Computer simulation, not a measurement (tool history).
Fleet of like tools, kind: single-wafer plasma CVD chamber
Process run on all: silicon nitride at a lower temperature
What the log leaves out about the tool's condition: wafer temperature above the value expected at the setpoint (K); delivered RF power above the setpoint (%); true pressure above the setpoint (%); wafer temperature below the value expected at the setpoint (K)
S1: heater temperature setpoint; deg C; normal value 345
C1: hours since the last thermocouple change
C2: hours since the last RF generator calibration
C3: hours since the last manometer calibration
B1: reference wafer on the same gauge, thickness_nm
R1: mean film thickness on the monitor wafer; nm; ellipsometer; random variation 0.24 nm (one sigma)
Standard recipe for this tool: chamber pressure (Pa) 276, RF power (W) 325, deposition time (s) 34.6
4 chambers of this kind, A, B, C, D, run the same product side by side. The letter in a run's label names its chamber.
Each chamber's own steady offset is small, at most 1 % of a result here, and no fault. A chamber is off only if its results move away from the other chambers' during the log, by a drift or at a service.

Run 1C, hour 13.2: usual settings; C1 228.7; C2 496; C3 1364.3; B1 38.512. Result: R1 46.24 nm.
Run 2D, hour 22.3: usual settings; C1 1005.2; C2 1258.2; C3 1051.1; B1 38.474. Result: R1 46.402 nm.
Run 3B, hour 31.8: usual settings; C1 490.8; C2 514.9; C3 497.1; B1 38.481. Result: R1 46.18 nm.
Run 4A, hour 45.6: usual settings; C1 674.7; C2 280.6; C3 2069.2; B1 38.507. Result: R1 46.421 nm.
Run 5C, hour 57.3: usual settings; C1 272.8; C2 540.1; C3 1408.4; B1 38.555. Result: R1 45.508 nm.
Run 6B, hour 67.8: usual settings; C1 526.8; C2 550.9; C3 533.1; B1 38.55. Result: R1 45.975 nm.
Run 7D, hour 81.3: usual settings; C1 1064.2; C2 1317.2; C3 1110.1; B1 38.497. Result: R1 46.06 nm.
Run 8A, hour 91.8: usual settings but deposition time (s) 40.2; C1 720.9; C2 326.8; C3 2115.4; B1 38.478. Result: R1 53.961 nm.
Run 9C, hour 106: usual settings but deposition time (s) 40.2; C1 321.5; C2 588.8; C3 1457.1; B1 38.511. Result: R1 53.141 nm.
Run 10D, hour 117.7: usual settings but deposition time (s) 40.2; C1 1100.6; C2 1353.6; C3 1146.5; B1 38.49. Result: R1 53.567 nm.
Run 11A, hour 128.7: usual settings but deposition time (s) 40.2; C1 757.8; C2 363.7; C3 2152.3; B1 38.494. Result: R1 53.366 nm.
Run 12B, hour 140.2: usual settings; C1 599.2; C2 623.3; C3 605.5; B1 38.463. Result: R1 46.154 nm.
Run 13D, hour 151.2: usual settings; C1 1134.1; C2 1387.1; C3 1180; B1 38.466. Result: R1 46.593 nm.
Run 14B, hour 162.3: usual settings; C1 621.3; C2 645.4; C3 627.6; B1 38.485. Result: R1 46.133 nm.
Run 15A, hour 173.3: usual settings; C1 802.4; C2 408.3; C3 2196.9; B1 38.487. Result: R1 46.031 nm.
Run 16C, hour 184.2: usual settings but RF power (W) 370; C1 399.7; C2 667; C3 1535.3; B1 38.549. Result: R1 49.82 nm.
Run 17A, hour 191: usual settings but RF power (W) 370; C1 820.1; C2 426; C3 2214.6; B1 38.496. Result: R1 50.021 nm.
Run 18B, hour 203: usual settings but RF power (W) 370; C1 662; C2 686.1; C3 668.3; B1 38.527. Result: R1 50.23 nm.
Run 19D, hour 212: usual settings but RF power (W) 370; C1 1194.9; C2 1447.9; C3 1240.8; B1 38.469. Result: R1 50.224 nm.
Run 20C, hour 223.7: usual settings; C1 439.2; C2 706.5; C3 1574.8; B1 38.503. Result: R1 46.084 nm.
Run 21B, hour 234.2: usual settings; C1 693.2; C2 717.3; C3 699.5; B1 38.55. Result: R1 46.075 nm.
Run 22A, hour 245.3: usual settings; C1 874.4; C2 480.3; C3 2268.9; B1 38.463. Result: R1 46.131 nm.
Run 23D, hour 257.9: usual settings; C1 1240.8; C2 1493.8; C3 1286.7; B1 38.433. Result: R1 46.714 nm.
At hour 259.2: chamber A: capacitance manometer re-zeroed and calibrated.
Run 24C, hour 267.3: usual settings but RF power (W) 385, deposition time (s) 30.1; C1 482.8; C2 750.1; C3 1618.4; B1 38.525. Result: R1 44.607 nm.
Run 25D, hour 277.3: usual settings but RF power (W) 385, deposition time (s) 30.1; C1 1260.2; C2 1513.2; C3 1306.1; B1 38.514. Result: R1 45.461 nm.
Run 26A, hour 284.6: usual settings but RF power (W) 385, deposition time (s) 30.1; C1 913.7; C2 519.6; C3 25.4; B1 38.48. Result: R1 45.041 nm.
Run 27B, hour 294.9: usual settings but RF power (W) 385, deposition time (s) 30.1; C1 753.9; C2 778; C3 760.2; B1 38.498. Result: R1 45.043 nm.

Next, every chamber runs the same settings. What will each give?
Run 28A, hour 305.2: usual settings. Result: R1 ?.
Run 28B, hour 305.2: usual settings. Result: R1 ?.
Run 28C, hour 305.2: usual settings. Result: R1 ?.
Run 28D, hour 305.2: usual settings. Result: R1 ?.

run      R1
28A  46.132
28B  46.148
28C   46.49
28D  46.721
